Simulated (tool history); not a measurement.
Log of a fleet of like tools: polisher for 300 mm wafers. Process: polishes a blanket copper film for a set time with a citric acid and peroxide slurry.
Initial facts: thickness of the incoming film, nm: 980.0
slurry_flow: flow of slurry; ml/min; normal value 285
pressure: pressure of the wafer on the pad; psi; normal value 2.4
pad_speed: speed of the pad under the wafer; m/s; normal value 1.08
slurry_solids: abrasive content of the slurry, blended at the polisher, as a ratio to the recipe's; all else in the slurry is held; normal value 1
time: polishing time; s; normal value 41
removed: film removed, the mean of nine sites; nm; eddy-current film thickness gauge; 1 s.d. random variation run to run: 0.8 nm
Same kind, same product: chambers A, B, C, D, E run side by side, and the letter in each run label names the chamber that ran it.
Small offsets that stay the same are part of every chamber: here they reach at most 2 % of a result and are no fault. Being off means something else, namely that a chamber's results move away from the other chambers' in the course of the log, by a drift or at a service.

{"run": "1E", "hour": 4.2, "slurry_flow": 285, "pressure": 2.4, "pad_speed": 1.08, "slurry_solids": 1, "time": 41, "removed": 65.699}
{"run": "2D", "hour": 6.6, "slurry_flow": 285, "pressure": 2.4, "pad_speed": 1.08, "slurry_solids": 1, "time": 41, "removed": 65.897}
{"hour": 6.8, "done": "chamber D: slurry blender recalibrated"}
{"run": "3C", "hour": 10.7, "slurry_flow": 285, "pressure": 2.4, "pad_speed": 1.08, "slurry_solids": 1, "time": 41, "removed": 64.93}
{"hour": 11.3, "done": "chamber C: worn pad replaced by a new one"}
{"run": "4A", "hour": 14.8, "slurry_flow": 285, "pressure": 2.4, "pad_speed": 1.08, "slurry_solids": 1, "time": 41, "removed": 66.764}
{"run": "5B", "hour": 17.6, "slurry_flow": 285, "pressure": 2.4, "pad_speed": 1.08, "slurry_solids": 1, "time": 41, "removed": 65.467}
{"run": "6B", "hour": 20.1, "slurry_flow": 285, "pressure": 2.4, "pad_speed": 1.08, "slurry_solids": 1, "time": 41, "removed": 65.518}
{"run": "7C", "hour": 23.6, "slurry_flow": 285, "pressure": 2.4, "pad_speed": 1.08, "slurry_solids": 1, "time": 41, "removed": 64.193}
{"run": "8D", "hour": 28.2, "slurry_flow": 285, "pressure": 2.4, "pad_speed": 1.08, "slurry_solids": 1, "time": 41, "removed": 65.726}
{"run": "9E", "hour": 31.5, "slurry_flow": 285, "pressure": 2.4, "pad_speed": 1.08, "slurry_solids": 1, "time": 41, "removed": 66.381}
{"hour": 31.8, "done": "chamber A: worn pad replaced by a new one"}
{"hour": 31.9, "done": "chamber E: worn pad replaced by a new one"}
{"hour": 33.3, "done": "chamber D: worn pad replaced by a new one"}
{"run": "10A", "hour": 34.8, "slurry_flow": 285, "pressure": 2.4, "pad_speed": 1.08, "slurry_solids": 1.15, "time": 41, "removed": 66.721}
{"run": "11A", "hour": 37.5, "slurry_flow": 285, "pressure": 2.4, "pad_speed": 1.08, "slurry_solids": 1.15, "time": 41, "removed": 68.266}
{"run": "12D", "hour": 41.9, "slurry_flow": 285, "pressure": 2.4, "pad_speed": 1.08, "slurry_solids": 1.15, "time": 41, "removed": 70.052}
{"run": "13E", "hour": 45.3, "slurry_flow": 285, "pressure": 2.4, "pad_speed": 1.08, "slurry_solids": 1.15, "time": 41, "removed": 69.311}
{"hour": 46.9, "done": "chamber B: worn pad replaced by a new one"}
{"run": "14C", "hour": 48.9, "slurry_flow": 285, "pressure": 2.4, "pad_speed": 1.08, "slurry_solids": 1.15, "time": 41, "removed": 68.385}
{"run": "15B", "hour": 51.8, "slurry_flow": 285, "pressure": 2.4, "pad_speed": 1.08, "slurry_solids": 1, "time": 41, "removed": 67.31}
{"hour": 55.3, "done": "chamber C: worn pad replaced by a new one"}
{"run": "16E", "hour": 55.9, "slurry_flow": 285, "pressure": 1.7, "pad_speed": 1.08, "slurry_solids": 1, "time": 41, "removed": 46.189}
{"run": "17D", "hour": 58.0, "slurry_flow": 285, "pressure": 1.7, "pad_speed": 1.08, "slurry_solids": 1, "time": 41, "removed": 47.44}
{"hour": 61.4, "done": "chamber C: slurry blender recalibrated"}
{"run": "18B", "hour": 62.3, "slurry_flow": 285, "pressure": 1.7, "pad_speed": 1.08, "slurry_solids": 1, "time": 41, "removed": 47.179}
{"hour": 65.3, "done": "chamber A: head pressure recalibrated"}
{"hour": 65.8, "done": "chamber D: head pressure recalibrated"}
{"hour": 65.8, "done": "chamber E: worn pad replaced by a new one"}
{"run": "19A", "hour": 66.1, "slurry_flow": 285, "pressure": 1.7, "pad_speed": 1.08, "slurry_solids": 1, "time": 41, "removed": 47.259}
{"hour": 69.1, "done": "chamber D: worn pad replaced by a new one"}
{"run": "20C", "hour": 69.3, "slurry_flow": 285, "pressure": 1.7, "pad_speed": 1.08, "slurry_solids": 1, "time": 41, "removed": 47.65}
{"run": "21C", "hour": 72.8, "slurry_flow": 285, "pressure": 2.4, "pad_speed": 1.08, "slurry_solids": 1, "time": 41, "removed": 66.932}
{"run": "22A", "hour": 76.1, "slurry_flow": 285, "pressure": 2.4, "pad_speed": 1.08, "slurry_solids": 1, "time": 41, "removed": 64.745}
{"run": "23B", "hour": 78.2, "slurry_flow": 285, "pressure": 2.4, "pad_speed": 1.08, "slurry_solids": 1, "time": 41, "removed": 65.229}
{"hour": 81.6, "done": "chamber A: worn pad replaced by a new one"}
{"run": "24D", "hour": 82.0, "slurry_flow": 285, "pressure": 2.4, "pad_speed": 1.08, "slurry_solids": 1, "time": 41, "removed": 60.561}
{"run": "25E", "hour": 85.3, "slurry_flow": 285, "pressure": 2.4, "pad_speed": 1.08, "slurry_solids": 1, "time": 41, "removed": 66.088}
{"run": "26D", "hour": 87.3, "slurry_flow": 285, "pressure": 2.4, "pad_speed": 1.08, "slurry_solids": 1, "time": 41, "removed": 59.36}
{"run": "27A", "hour": 89.4, "slurry_flow": 285, "pressure": 2.4, "pad_speed": 1.08, "slurry_solids": 1, "time": 41, "removed": 65.505}
{"run": "28C", "hour": 91.8, "slurry_flow": 285, "pressure": 2.4, "pad_speed": 1.08, "slurry_solids": 1, "time": 41, "removed": 65.308}
{"run": "29E", "hour": 96.1, "slurry_flow": 285, "pressure": 2.4, "pad_speed": 1.08, "slurry_solids": 1, "time": 41, "removed": 66.444}
{"hour": 97.4, "done": "chamber E: worn pad replaced by a new one"}
{"run": "30B", "hour": 100.3, "slurry_flow": 285, "pressure": 2.4, "pad_speed": 1.08, "slurry_solids": 1, "time": 41, "removed": 66.191}
{"run": "31A", "hour": 102.5, "slurry_flow": 285, "pressure": 2.4, "pad_speed": 1.08, "slurry_solids": 1, "time": 41, "removed": 65.655}
{"hour": 103.3, "done": "chamber C: worn pad replaced by a new one"}
{"run": "32C", "hour": 105.9, "slurry_flow": 285, "pressure": 2.4, "pad_speed": 1.08, "slurry_solids": 1, "time": 41, "removed": 65.506}
{"run": "33B", "hour": 108.3, "slurry_flow": 285, "pressure": 2.4, "pad_speed": 1.08, "slurry_solids": 1, "time": 41, "removed": 66.129}
{"hour": 110.9, "done": "chamber D: worn pad replaced by a new one"}
{"run": "34E", "hour": 112.3, "slurry_flow": 285, "pressure": 2.4, "pad_speed": 1.32, "slurry_solids": 1, "time": 53, "removed": 102.12}
{"run": "35D", "hour": 115.0, "slurry_flow": 285, "pressure": 2.4, "pad_speed": 1.32, "slurry_solids": 1, "time": 53, "removed": 94.843}

The same settings go to every chamber for the next run, one line per chamber below. Forecast the results for each:
{"run": "36A", "hour": 118.2, "slurry_flow": 285, "pressure": 2, "pad_speed": 1.08, "slurry_solids": 1, "time": 41, "removed": "?"}
{"run": "36B", "hour": 118.2, "slurry_flow": 285, "pressure": 2, "pad_speed": 1.08, "slurry_solids": 1, "time": 41, "removed": "?"}
{"run": "36C", "hour": 118.2, "slurry_flow": 285, "pressure": 2, "pad_speed": 1.08, "slurry_solids": 1, "time": 41, "removed": "?"}
{"run": "36D", "hour": 118.2, "slurry_flow": 285, "pressure": 2, "pad_speed": 1.08, "slurry_solids": 1, "time": 41, "removed": "?"}
{"run": "36E", "hour": 118.2, "slurry_flow": 285, "pressure": 2, "pad_speed": 1.08, "slurry_solids": 1, "time": 41, "removed": "?"}

run=36A removed=54.286
run=36B removed=55.009
run=36C removed=55.594
run=36D removed=50.881
run=36E removed=56.449
